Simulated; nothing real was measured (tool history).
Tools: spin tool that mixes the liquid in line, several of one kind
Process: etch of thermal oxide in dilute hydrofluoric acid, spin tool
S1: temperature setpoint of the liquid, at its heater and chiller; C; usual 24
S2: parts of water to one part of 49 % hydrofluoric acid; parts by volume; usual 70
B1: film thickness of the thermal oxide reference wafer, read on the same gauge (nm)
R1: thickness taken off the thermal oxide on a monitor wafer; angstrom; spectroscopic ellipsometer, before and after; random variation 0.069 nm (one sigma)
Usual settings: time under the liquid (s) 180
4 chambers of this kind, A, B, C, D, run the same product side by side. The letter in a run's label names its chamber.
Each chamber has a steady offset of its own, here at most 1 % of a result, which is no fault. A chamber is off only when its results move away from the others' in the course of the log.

run 1A day=0.288 | S1=24 S2=70 time_under_the_liquid_(s)=180 | B1=100 | R1=126.82
run 2B day=0.525 | S1=24 S2=70 time_under_the_liquid_(s)=180 | B1=99.988 | R1=129.71
run 3C day=0.975 | S1=24 S2=70 time_under_the_liquid_(s)=180 | B1=100 | R1=130.1
run 4D day=1.383 | S1=24 S2=70 time_under_the_liquid_(s)=180 | B1=99.959 | R1=128.28
run 5D day=1.858 | S1=24 S2=70 time_under_the_liquid_(s)=180 | B1=100.03 | R1=127.98
run 6B day=2.208 | S1=24 S2=70 time_under_the_liquid_(s)=180 | B1=100 | R1=129.18
run 7C day=2.579 | S1=24 S2=70 time_under_the_liquid_(s)=180 | B1=100 | R1=127.51
run 8A day=2.808 | S1=24 S2=70 time_under_the_liquid_(s)=180 | B1=100.03 | R1=129.33
run 9B day=3.271 | S1=24 S2=70 time_under_the_liquid_(s)=180 | B1=99.996 | R1=128.63
run 10C day=3.554 | S1=24 S2=70 time_under_the_liquid_(s)=180 | B1=100.01 | R1=130.1
run 11D day=3.8 | S1=24 S2=70 time_under_the_liquid_(s)=180 | B1=100.01 | R1=129.79
run 12A day=4.238 | S1=24 S2=70 time_under_the_liquid_(s)=180 | B1=99.961 | R1=130.5
run 13C day=4.492 | S1=24 S2=70 time_under_the_liquid_(s)=180 | B1=99.975 | R1=129.61
-- day=4.804 chamber B: thermometer replaced
run 14B day=4.921 | S1=24 S2=70 time_under_the_liquid_(s)=180 | B1=100.07 | R1=129.46
run 15A day=5.221 | S1=24 S2=70 time_under_the_liquid_(s)=180 | B1=100 | R1=130.63
run 16D day=5.604 | S1=26.5 S2=70 time_under_the_liquid_(s)=180 | B1=99.945 | R1=141.68
run 17A day=6.062 | S1=26.5 S2=70 time_under_the_liquid_(s)=180 | B1=99.992 | R1=145.78
run 18B day=6.375 | S1=26.5 S2=70 time_under_the_liquid_(s)=180 | B1=100.02 | R1=143.61
run 19D day=6.617 | S1=26.5 S2=70 time_under_the_liquid_(s)=180 | B1=99.986 | R1=142.67
run 20C day=6.925 | S1=20 S2=70 time_under_the_liquid_(s)=285 | B1=100.01 | R1=172.74
run 21C day=7.183 | S1=20 S2=70 time_under_the_liquid_(s)=285 | B1=100.01 | R1=172.24
run 22A day=7.571 | S1=20 S2=70 time_under_the_liquid_(s)=285 | B1=99.982 | R1=178.25
run 23D day=7.925 | S1=20 S2=70 time_under_the_liquid_(s)=285 | B1=99.996 | R1=173.36
-- day=8.379 chamber C: hydrofluoric acid flow meter replaced
run 24B day=8.392 | S1=24 S2=70 time_under_the_liquid_(s)=180 | B1=99.988 | R1=129.57
run 25A day=8.671 | S1=24 S2=70 time_under_the_liquid_(s)=180 | B1=99.997 | R1=132.48
run 26B day=9.129 | S1=24 S2=70 time_under_the_liquid_(s)=180 | B1=100.01 | R1=129.63
run 27D day=9.533 | S1=24 S2=70 time_under_the_liquid_(s)=180 | B1=99.977 | R1=129.41
run 28C day=9.817 | S1=24 S2=70 time_under_the_liquid_(s)=180 | B1=99.998 | R1=128.43
run 29D day=10.304 | S1=24 S2=70 time_under_the_liquid_(s)=180 | B1=99.999 | R1=130.54
run 30B day=10.729 | S1=24 S2=70 time_under_the_liquid_(s)=180 | B1=100.01 | R1=130.32

What goes on in this fleet: one chamber off, a drifting gauge, or nothing beyond the chambers' own small offsets? Name the chamber and the cause, if any.

Chamber A drifts away from the others.
Cause: hydrofluoric acid flow above the setpoint (%) = 3.88.
The log may not tell that from: liquid hotter than its thermometer reads (K).

Here are 4 candidates for chamber A's next run, each the usual settings with a change, their results left as question marks. Which one brings its results back in line with what the others give on the usual settings?
In line means no further than this from the other chambers' mean on the usual settings: R1 2.4 angstrom
run 31A-1 day=11.083 | S1=22.5 S2=70 time_under_the_liquid_(s)=180 | R1=?
run 31A-2 day=11.083 | S1=24 S2=70 time_under_the_liquid_(s)=185 | R1=?
run 31A-3 day=11.083 | S1=25.5 S2=70 time_under_the_liquid_(s)=180 | R1=?
run 31A-4 day=11.083 | S1=24 S2=70 time_under_the_liquid_(s)=175 | R1=?

The other chambers' mean on the usual settings: R1 129.16 angstrom
run=31A-1 R1=125.6
run=31A-2 R1=137.19
run=31A-3 R1=141.75
run=31A-4 R1=129.78
31A-4 brings the chamber back in line.

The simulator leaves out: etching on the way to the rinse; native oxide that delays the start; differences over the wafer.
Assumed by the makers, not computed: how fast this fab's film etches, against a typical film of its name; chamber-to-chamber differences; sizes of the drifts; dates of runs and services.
